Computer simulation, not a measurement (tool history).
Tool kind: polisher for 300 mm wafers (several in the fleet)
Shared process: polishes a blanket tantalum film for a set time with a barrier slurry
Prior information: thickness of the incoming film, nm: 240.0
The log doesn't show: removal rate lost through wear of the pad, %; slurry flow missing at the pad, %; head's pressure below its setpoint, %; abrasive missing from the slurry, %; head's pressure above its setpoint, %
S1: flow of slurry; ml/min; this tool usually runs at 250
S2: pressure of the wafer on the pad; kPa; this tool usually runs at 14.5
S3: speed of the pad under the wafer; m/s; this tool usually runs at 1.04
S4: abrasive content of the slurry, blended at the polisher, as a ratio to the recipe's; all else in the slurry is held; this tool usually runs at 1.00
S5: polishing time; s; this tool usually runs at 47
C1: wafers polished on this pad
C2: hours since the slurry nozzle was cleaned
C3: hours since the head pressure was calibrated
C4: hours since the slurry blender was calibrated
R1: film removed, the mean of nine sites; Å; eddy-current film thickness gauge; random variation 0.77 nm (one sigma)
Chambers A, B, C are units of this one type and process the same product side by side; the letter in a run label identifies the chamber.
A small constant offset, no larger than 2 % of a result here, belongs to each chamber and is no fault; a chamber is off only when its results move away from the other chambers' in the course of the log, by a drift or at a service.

run,hour,S1,S2,S3,S4,S5,C1,C2,C3,C4,R1
1A,3.3,250,14.5,1.04,1.00,47,367,818.0,182.3,370.2,862.63
# hour 4.2: chamber B: worn pad replaced by a new one
2C,7.2,250,14.5,1.04,1.00,47,181,715.9,539.0,59.8,889.44
3B,9.5,250,14.5,1.04,1.00,47,86,177.4,86.5,183.8,865.16
4C,13.5,250,14.5,1.04,1.00,47,283,722.2,545.3,66.1,882.08
5A,15.7,250,14.5,1.04,1.00,47,567,830.4,194.7,382.6,883.21
6B,18.4,250,14.5,1.04,1.00,47,229,186.3,95.4,192.7,864.30
7C,20.9,250,14.5,1.04,1.00,47,402,729.6,552.7,73.5,886.66
8A,24.6,250,12.4,1.04,0.85,47,710,839.3,203.6,391.5,718.56
# hour 25.0: chamber B: slurry blender recalibrated
9B,29.1,250,12.4,1.04,0.85,47,401,197.0,106.1,4.1,706.43
# hour 29.7: chamber C: worn pad replaced by a new one
10B,32.1,250,12.4,1.04,0.85,47,450,200.0,109.1,7.1,713.92
11C,36.3,250,14.5,1.04,1.00,47,106,745.0,568.1,88.9,893.42
# hour 38.0: chamber B: slurry nozzle cleaned
12A,39.8,250,14.5,1.04,1.00,47,955,854.5,218.8,406.7,847.78
13A,44.1,250,14.5,1.04,0.70,40,1024,858.8,223.1,411.0,645.20
14B,46.9,250,14.5,1.04,0.70,40,688,9.0,123.9,21.9,676.06
15C,49.4,250,14.5,1.04,0.70,40,317,758.1,581.2,102.0,675.55
16C,52.5,250,14.5,1.04,1.00,47,366,761.2,584.3,105.1,889.42
# hour 53.8: chamber A: slurry nozzle cleaned
17A,56.9,250,14.5,1.04,1.00,47,1230,3.1,235.9,423.8,850.72
18B,59.6,250,14.5,1.04,1.00,47,892,21.7,136.6,34.6,866.21
# hour 62.6: chamber C: worn pad replaced by a new one
19C,63.7,250,14.5,1.04,1.00,47,18,772.4,595.5,116.3,904.07
# hour 66.8: chamber A: slurry blender recalibrated
20B,66.9,250,14.5,1.04,1.00,47,1010,29.0,143.9,41.9,859.43
21A,70.9,250,14.5,1.04,1.00,47,1455,17.1,249.9,4.2,838.95
22B,74.9,250,14.5,1.04,1.00,47,1138,37.0,151.9,49.9,876.12
23A,77.1,250,14.5,0.92,1.00,56,1555,23.3,256.1,10.4,880.82
24C,79.8,250,14.5,0.92,1.00,56,277,788.5,611.6,132.4,938.78
25A,83.3,250,14.5,0.92,1.00,56,1654,29.5,262.3,16.6,868.21
26C,87.3,250,14.5,1.04,1.30,47,397,796.0,619.1,139.9,952.91
# hour 87.9: chamber B: worn pad replaced by a new one
27B,91.2,250,14.5,1.04,1.30,47,53,53.3,168.2,66.2,921.73
28A,94.7,250,14.5,1.04,1.30,47,1838,40.9,273.7,28.0,871.34

Has any chamber moved away from the others, gradually or after a service, or does the common gauge drift, or do the chambers differ only by their own small steady offsets? State the chamber and the most likely cause if one applies.

One chamber, A, drifts off from the rest bit by bit.
What lies behind it: removal rate lost through wear of the pad, % = 6.98.
The log might look much the same if the cause were instead: head's pressure below its setpoint, %.

Below are 4 candidate recipes for chamber A's next run, each the usual settings with a change, their results shown as question marks. Which of them brings A's results back in line with what the other chambers give on the usual settings?
In line here means within this much of the mean the other chambers give on the usual settings: R1 27.00 Å
29A-1,98.1,250,14.5,1.04,1.00,44,,,,,?
29A-2,98.1,250,15.2,1.04,1.00,49,,,,,?
29A-3,98.1,250,14.5,0.92,0.95,47,,,,,?
29A-4,98.1,255,16.5,1.04,1.00,47,,,,,?

Other chambers, usual settings, mean: R1 879.22 Å
run,R1
29A-1,758.54
29A-2,884.59
29A-3,704.92
29A-4,926.92
The right change is 29A-2: it brings the chamber back within the allowed miss of the others.
